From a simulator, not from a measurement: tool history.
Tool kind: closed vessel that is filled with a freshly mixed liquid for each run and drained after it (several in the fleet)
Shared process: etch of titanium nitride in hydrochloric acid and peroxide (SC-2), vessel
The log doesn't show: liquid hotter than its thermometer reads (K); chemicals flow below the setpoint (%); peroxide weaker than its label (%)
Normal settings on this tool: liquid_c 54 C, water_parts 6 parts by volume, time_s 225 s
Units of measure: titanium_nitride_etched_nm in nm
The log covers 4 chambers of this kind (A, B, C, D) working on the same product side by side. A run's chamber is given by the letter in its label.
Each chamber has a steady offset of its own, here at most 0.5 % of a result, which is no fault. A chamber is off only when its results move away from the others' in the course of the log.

run,hour,liquid_c,water_parts,time_s,hours since the thermometer was replaced,hours since the chemicals flow meter was replaced,hours since the drum of peroxide was connected,"read-back film thickness of the titanium nitride reference wafer, read on the same gauge (nm)",titanium_nitride_etched_nm
1A,8.3,54,6,225,581.8,961.1,454.5,140.01,13.155
# hour 12.9: chamber C: chemicals flow meter replaced
2D,16.1,54,6,225,156.7,1189.8,20.3,140.05,13.137
3B,21.9,54,6,225,468.7,913.4,401.4,140.01,13.245
4C,29.2,54,6,225,1712.5,16.3,1348.7,140.02,13.275
5B,35,54,6,225,481.8,926.5,414.5,140,13.319
6C,47.9,54,6,225,1731.2,35,1367.4,139.95,13.312
7D,56.7,54,6,225,197.3,1230.4,60.9,139.98,13.281
8A,69.2,54,6,225,642.7,1022,515.4,139.99,13.083
9D,77.6,54,6,225,218.2,1251.3,81.8,139.99,13.09
10A,85.7,54,6,225,659.2,1038.5,531.9,139.97,13.162
11B,95.2,54,6,225,542,986.7,474.7,140.03,13.431
12C,102.4,54,6,225,1785.7,89.5,1421.9,140.02,13.206
13D,113,54,6,225,253.6,1286.7,117.2,140,13.216
14B,120.3,54,6,225,567.1,1011.8,499.8,140.04,13.373
15A,132.8,54,6,225,706.3,1085.6,579,140.02,13.069
16C,145.3,54,6,225,1828.6,132.4,1464.8,139.99,13.262
# hour 153.7: chamber C: new drum of peroxide connected
17B,154.3,54,6,225,601.1,1045.8,533.8,140,13.607
18C,160.9,54,6,225,1844.2,148,7.3,139.95,13.195
19A,167.8,54,6,225,741.3,1120.6,614,140.04,13.017
20D,176.3,54,6,225,316.9,1350,180.5,140.03,13.284
# hour 180.4: chamber A: new drum of peroxide connected
21D,186.8,54,6,225,327.4,1360.5,191,140,13.351
22A,194.7,54,6,225,768.2,1147.5,14.4,139.94,13.124
23B,206.1,54,6,225,652.9,1097.6,585.6,139.92,13.973
24C,217.6,54,6,225,1900.9,204.7,64,139.99,13.167
25D,225,54,6,225,365.6,1398.7,229.2,140.01,13.261
26B,235.4,54,6,225,682.2,1126.9,614.9,139.95,13.957
27A,244.6,54,6,225,818.1,1197.4,64.3,140.02,13.086
28C,254.4,54,6,225,1937.7,241.5,100.8,139.99,13.229
29A,260.7,54,6,225,834.2,1213.5,80.4,140.03,13.219
30C,273.6,54,6,225,1956.9,260.7,120,140.02,13.231

Next, every chamber runs the same settings. What will each give?
31A,283,54,6,225,,,,,?
31B,283,54,6,225,,,,,?
31C,283,54,6,225,,,,,?
31D,283,54,6,225,,,,,?

run,titanium_nitride_etched_nm
31A,13.207
31B,14.297
31C,13.244
31D,13.294
